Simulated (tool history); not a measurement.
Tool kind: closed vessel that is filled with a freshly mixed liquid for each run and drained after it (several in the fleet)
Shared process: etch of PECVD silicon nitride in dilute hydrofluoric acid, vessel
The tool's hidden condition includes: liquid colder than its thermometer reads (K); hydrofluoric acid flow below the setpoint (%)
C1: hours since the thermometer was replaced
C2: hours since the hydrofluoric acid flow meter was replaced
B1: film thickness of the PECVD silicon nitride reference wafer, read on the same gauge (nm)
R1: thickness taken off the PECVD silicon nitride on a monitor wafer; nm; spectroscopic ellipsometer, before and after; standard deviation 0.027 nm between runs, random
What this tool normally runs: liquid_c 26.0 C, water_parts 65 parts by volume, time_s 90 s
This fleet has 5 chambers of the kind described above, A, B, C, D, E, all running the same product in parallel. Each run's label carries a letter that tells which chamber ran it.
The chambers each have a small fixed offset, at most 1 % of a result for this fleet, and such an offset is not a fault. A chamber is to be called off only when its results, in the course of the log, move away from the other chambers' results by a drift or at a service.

Run 1B, day 0.600: usual settings; C1 109.1; C2 173.3; B1 60.007. Result: R1 4.4992 nm.
Run 2D, day 1.083: usual settings; C1 35.8; C2 595.7; B1 59.983. Result: R1 4.5340 nm.
Run 3E, day 1.725: usual settings; C1 763.3; C2 1483.4; B1 59.990. Result: R1 4.4774 nm.
Run 4A, day 2.254: usual settings; C1 730.3; C2 316.2; B1 60.022. Result: R1 4.5331 nm.
Run 5C, day 2.575: usual settings; C1 971.0; C2 1055.0; B1 59.967. Result: R1 4.4828 nm.
Run 6A, day 3.200: usual settings but time_s 140 s; C1 753.0; C2 338.9; B1 59.974. Result: R1 7.1332 nm.
Run 7D, day 3.546: usual settings but time_s 140 s; C1 94.9; C2 654.8; B1 59.985. Result: R1 7.0355 nm.
Run 8B, day 4.062: usual settings but time_s 140 s; C1 192.2; C2 256.4; B1 59.996. Result: R1 7.1423 nm.
Run 9C, day 4.504: usual settings but time_s 140 s; C1 1017.3; C2 1101.3; B1 59.991. Result: R1 7.0531 nm.
Run 10E, day 5.108: usual settings but time_s 140 s; C1 844.5; C2 1564.6; B1 59.990. Result: R1 6.8621 nm.
Run 11C, day 5.529: usual settings; C1 1041.9; C2 1125.9; B1 59.987. Result: R1 4.5455 nm.
Run 12D, day 5.842: usual settings; C1 150.0; C2 709.9; B1 60.008. Result: R1 4.5458 nm.
Run 13A, day 6.183: usual settings; C1 824.6; C2 410.5; B1 60.013. Result: R1 4.5299 nm.
Run 14E, day 6.496: usual settings but water_parts 35 parts by volume; C1 877.8; C2 1597.9; B1 60.010. Result: R1 8.1152 nm.
Run 15B, day 6.904: usual settings but water_parts 35 parts by volume; C1 260.4; C2 324.6; B1 60.016. Result: R1 8.3496 nm.
Run 16A, day 7.433: usual settings but water_parts 35 parts by volume; C1 854.6; C2 440.5; B1 60.004. Result: R1 8.3744 nm.
Run 17B, day 8.058: usual settings but water_parts 35 parts by volume; C1 288.1; C2 352.3; B1 60.020. Result: R1 8.3678 nm.
Run 18D, day 8.404: usual settings but water_parts 35 parts by volume; C1 211.5; C2 771.4; B1 59.988. Result: R1 8.2230 nm.
Run 19C, day 8.842: usual settings but water_parts 80 parts by volume, time_s 120 s; C1 1121.4; C2 1205.4; B1 60.007. Result: R1 4.8686 nm.
Run 20E, day 9.438: usual settings but water_parts 80 parts by volume, time_s 120 s; C1 948.4; C2 1668.5; B1 59.994. Result: R1 4.8411 nm.
Run 21C, day 9.808: usual settings but water_parts 80 parts by volume, time_s 120 s; C1 1144.6; C2 1228.6; B1 59.984. Result: R1 4.8707 nm.
Run 22E, day 10.317: usual settings but water_parts 80 parts by volume, time_s 120 s; C1 969.5; C2 1689.6; B1 60.005. Result: R1 4.8610 nm.
Run 23B, day 10.846: usual settings but water_parts 80 parts by volume, time_s 120 s; C1 355.0; C2 419.2; B1 60.001. Result: R1 4.9681 nm.
Run 24D, day 11.375: usual settings; C1 282.8; C2 842.7; B1 60.003. Result: R1 4.4948 nm.
Run 25A, day 11.758: usual settings; C1 958.4; C2 544.3; B1 60.014. Result: R1 4.5357 nm.
At day 12.188: chamber E: thermometer replaced.
Run 26C, day 12.242: usual settings; C1 1203.0; C2 1287.0; B1 60.002. Result: R1 4.4820 nm.
Run 27E, day 12.646: usual settings; C1 11.0; C2 1745.5; B1 60.021. Result: R1 4.5024 nm.
Run 28B, day 13.288: usual settings; C1 413.6; C2 477.8; B1 60.007. Result: R1 4.5203 nm.
Run 29A, day 13.717: usual settings; C1 1005.4; C2 591.3; B1 60.020. Result: R1 4.5611 nm.
Run 30D, day 14.354: usual settings but liquid_c 30.5 C, water_parts 55 parts by volume; C1 354.3; C2 914.2; B1 60.011. Result: R1 7.1363 nm.

Next, every chamber runs the same settings. What will each give?
Run 31A, day 14.817: usual settings. Result: R1 ?.
Run 31B, day 14.817: usual settings. Result: R1 ?.
Run 31C, day 14.817: usual settings. Result: R1 ?.
Run 31D, day 14.817: usual settings. Result: R1 ?.
Run 31E, day 14.817: usual settings. Result: R1 ?.

run      R1
31A  4.5387
31B  4.5351
31C  4.4793
31D  4.4863
31E  4.4526

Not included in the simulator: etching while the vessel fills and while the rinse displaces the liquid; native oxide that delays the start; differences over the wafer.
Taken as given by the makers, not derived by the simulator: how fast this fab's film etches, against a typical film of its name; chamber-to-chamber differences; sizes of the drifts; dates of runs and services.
